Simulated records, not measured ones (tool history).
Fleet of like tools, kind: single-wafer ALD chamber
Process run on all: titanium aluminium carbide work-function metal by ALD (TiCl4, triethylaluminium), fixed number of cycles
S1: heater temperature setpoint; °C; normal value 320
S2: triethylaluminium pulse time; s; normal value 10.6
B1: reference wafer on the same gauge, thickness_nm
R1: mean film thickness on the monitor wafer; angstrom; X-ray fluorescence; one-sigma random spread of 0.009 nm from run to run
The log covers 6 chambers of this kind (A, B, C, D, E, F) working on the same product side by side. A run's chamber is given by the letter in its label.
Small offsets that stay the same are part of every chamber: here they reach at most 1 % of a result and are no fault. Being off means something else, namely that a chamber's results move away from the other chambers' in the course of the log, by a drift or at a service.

run 1A hour=9 | S1=320 S2=10.6 | B1=2.2382 | R1=22.029
run 2F hour=15.8 | S1=320 S2=10.6 | B1=2.2398 | R1=22.023
run 3E hour=27.2 | S1=320 S2=10.6 | B1=2.2408 | R1=21.81
-- hour=31.2 chamber B: triethylaluminium bottle replaced
run 4B hour=35.6 | S1=320 S2=10.6 | B1=2.2399 | R1=21.736
run 5C hour=45.1 | S1=320 S2=10.6 | B1=2.2413 | R1=21.959
run 6D hour=55 | S1=310 S2=14.29 | B1=2.2424 | R1=21.315
run 7D hour=65.1 | S1=310 S2=14.29 | B1=2.2403 | R1=21.214
run 8F hour=73.9 | S1=310 S2=14.29 | B1=2.242 | R1=21.575
run 9B hour=82.6 | S1=310 S2=14.29 | B1=2.2398 | R1=21.175
run 10E hour=91.7 | S1=310 S2=14.29 | B1=2.2412 | R1=21.216
run 11A hour=99.2 | S1=310 S2=14.29 | B1=2.2403 | R1=21.368
run 12C hour=110.2 | S1=320 S2=10.6 | B1=2.239 | R1=21.996
run 13C hour=121.8 | S1=320 S2=10.6 | B1=2.2376 | R1=21.807
run 14E hour=131.4 | S1=320 S2=10.6 | B1=2.2404 | R1=21.732
run 15A hour=140.5 | S1=320 S2=10.6 | B1=2.2367 | R1=21.9
run 16B hour=145.8 | S1=320 S2=10.6 | B1=2.2389 | R1=21.663
run 17F hour=156.1 | S1=320 S2=10.6 | B1=2.2393 | R1=22.034
run 18D hour=167 | S1=320 S2=10.6 | B1=2.2395 | R1=21.747
run 19D hour=174.5 | S1=320 S2=10.6 | B1=2.2431 | R1=21.791
run 20A hour=181.3 | S1=320 S2=10.6 | B1=2.2402 | R1=22.048
run 21E hour=191.5 | S1=320 S2=10.6 | B1=2.2391 | R1=21.698
run 22B hour=201.7 | S1=320 S2=10.6 | B1=2.2407 | R1=21.701
run 23C hour=207.3 | S1=315 S2=13.05 | B1=2.2378 | R1=21.68
run 24F hour=219.1 | S1=315 S2=13.05 | B1=2.2418 | R1=21.901
run 25F hour=230.3 | S1=315 S2=13.05 | B1=2.2411 | R1=21.91
run 26B hour=240.7 | S1=315 S2=13.05 | B1=2.2407 | R1=21.469
run 27A hour=250.5 | S1=315 S2=13.05 | B1=2.239 | R1=21.874
run 28D hour=261.1 | S1=315 S2=13.05 | B1=2.2401 | R1=21.495
run 29E hour=271.8 | S1=320 S2=10.6 | B1=2.2398 | R1=21.542
run 30C hour=280.4 | S1=320 S2=7.13 | B1=2.2407 | R1=20.491
run 31C hour=290.3 | S1=320 S2=7.13 | B1=2.2392 | R1=20.556
run 32F hour=298.8 | S1=320 S2=7.13 | B1=2.2414 | R1=20.59
run 33D hour=310.7 | S1=320 S2=7.13 | B1=2.2375 | R1=20.208
run 34A hour=321.9 | S1=320 S2=7.13 | B1=2.2395 | R1=20.532
run 35B hour=329.8 | S1=320 S2=7.13 | B1=2.2378 | R1=20.19
run 36E hour=339.3 | S1=320 S2=10.6 | B1=2.2392 | R1=21.523
run 37C hour=346.2 | S1=320 S2=10.6 | B1=2.2387 | R1=21.842
run 38A hour=355.1 | S1=329 S2=13.52 | B1=2.2388 | R1=23.063

For the next run the whole fleet of 6 chambers uses the same settings. Give each chamber's results:
run 39A hour=364 | S1=320 S2=10.6 | R1=?
run 39B hour=364 | S1=320 S2=10.6 | R1=?
run 39C hour=364 | S1=320 S2=10.6 | R1=?
run 39D hour=364 | S1=320 S2=10.6 | R1=?
run 39E hour=364 | S1=320 S2=10.6 | R1=?
run 39F hour=364 | S1=320 S2=10.6 | R1=?

run=39A R1=21.936
run=39B R1=21.649
run=39C R1=21.918
run=39D R1=21.813
run=39E R1=21.348
run=39F R1=22.064
